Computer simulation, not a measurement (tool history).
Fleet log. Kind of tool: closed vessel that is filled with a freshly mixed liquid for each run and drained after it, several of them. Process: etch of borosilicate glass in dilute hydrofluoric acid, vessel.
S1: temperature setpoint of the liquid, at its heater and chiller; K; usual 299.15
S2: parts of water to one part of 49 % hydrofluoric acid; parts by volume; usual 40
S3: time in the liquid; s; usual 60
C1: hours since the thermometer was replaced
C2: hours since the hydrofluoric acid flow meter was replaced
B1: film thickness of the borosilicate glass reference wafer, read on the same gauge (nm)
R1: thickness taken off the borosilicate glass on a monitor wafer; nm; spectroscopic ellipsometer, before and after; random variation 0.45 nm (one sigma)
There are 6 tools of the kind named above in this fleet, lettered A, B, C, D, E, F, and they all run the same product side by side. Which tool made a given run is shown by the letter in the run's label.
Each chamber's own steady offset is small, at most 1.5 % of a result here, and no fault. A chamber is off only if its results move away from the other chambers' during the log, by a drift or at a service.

run   hour      S1  S2  S3      C1      C2       B1      R1
 1E    4.9  299.15  40  60   190.7   201.9   99.995  64.011
 2C   11.6  299.15  40  60   576.3   376.0  100.010  64.404
 3B   15.7  299.15  40  60   360.8  1845.4  100.010  63.929
 4A   19.5  299.15  40  60  2144.5  1144.8   99.989  63.143
 5D   23.8  299.15  40  60  1359.1  1306.5  100.010  65.312
 6F   29.3  299.15  55  60    37.7   663.4  100.030  45.743
 7F   34.0  299.15  55  60    42.4   668.1   99.997  46.082
 8D   37.6  299.15  55  60  1372.9  1320.3   99.984  45.679
      41.4  -- chamber B: hydrofluoric acid flow meter replaced
 9A   45.1  299.15  55  60  2170.1  1170.4  100.030  44.448
10E   52.5  299.15  55  60   238.3   249.5  100.020  45.429
11C   58.9  299.15  55  60   623.6   423.3   99.971  45.752
12B   65.0  299.15  40  60   410.1    23.7   99.999  64.153
13E   71.6  299.15  40  60   257.4   268.6   99.997  64.380
14A   75.5  299.15  40  60  2200.5  1200.8  100.020  63.570
15B   80.8  299.15  40  60   425.9    39.5  100.010  64.303
16F   87.7  299.15  40  60    96.1   721.8  100.010  63.643
17D   92.2  299.15  40  60  1427.5  1374.9  100.000  64.400
18C   98.9  299.15  40  60   663.6   463.3  100.010  63.487
19C  102.7  303.15  40  60   667.4   467.1   99.995  74.965
20E  106.2  303.15  40  60   292.0   303.2   99.969  74.756
21B  112.5  303.15  40  60   457.6    71.2   99.980  74.861
22D  117.9  303.15  40  60  1453.2  1400.6   99.971  75.507
23F  123.3  303.15  40  60   131.7   757.4   99.989  75.074
24A  130.3  303.15  40  60  2255.3  1255.6   99.989  75.019
25A  134.5  299.15  40  60  2259.5  1259.8   99.974  64.601
26F  142.0  299.15  40  60   150.4   776.1  100.020  64.715
27C  147.1  299.15  40  60   711.8   511.5  100.020  63.996
28B  151.2  299.15  40  60   496.3   109.9  100.010  64.112
29E  156.0  299.15  40  60   341.8   353.0   99.986  63.825
30D  162.2  299.15  40  60  1497.5  1444.9   99.977  64.416
31C  167.4  299.15  40  60   732.1   531.8  100.040  64.128
32F  174.0  299.15  40  60   182.4   808.1   99.994  64.773
33E  181.0  299.15  40  60   366.8   378.0  100.010  64.271
34A  186.2  299.15  40  60  2311.2  1311.5   99.997  65.353
     189.6  -- chamber A: thermometer replaced
35B  190.1  299.15  40  60   535.2   148.8   99.982  64.286
36D  194.8  294.65  40  75  1530.1  1477.5  100.030  65.897
     196.3  -- chamber C: hydrofluoric acid flow meter replaced
37B  201.8  294.65  40  75   546.9   160.5  100.030  66.108
38A  209.1  294.65  40  75    19.6  1334.4  100.020  69.166
39F  216.5  294.65  40  75   224.9   850.6  100.000  66.958
40C  224.0  294.65  40  75   788.7    27.8   99.985  66.384

Next, all 6 chambers run the settings below, one line each with question marks for the results. What does each chamber give?
41A  229.5  295.15  40  60               ?
41B  229.5  295.15  40  60               ?
41C  229.5  295.15  40  60               ?
41D  229.5  295.15  40  60               ?
41E  229.5  295.15  40  60               ?
41F  229.5  295.15  40  60               ?

run      R1
41A  56.701
41B  53.618
41C  53.844
41D  54.484
41E  54.506
41F  55.071

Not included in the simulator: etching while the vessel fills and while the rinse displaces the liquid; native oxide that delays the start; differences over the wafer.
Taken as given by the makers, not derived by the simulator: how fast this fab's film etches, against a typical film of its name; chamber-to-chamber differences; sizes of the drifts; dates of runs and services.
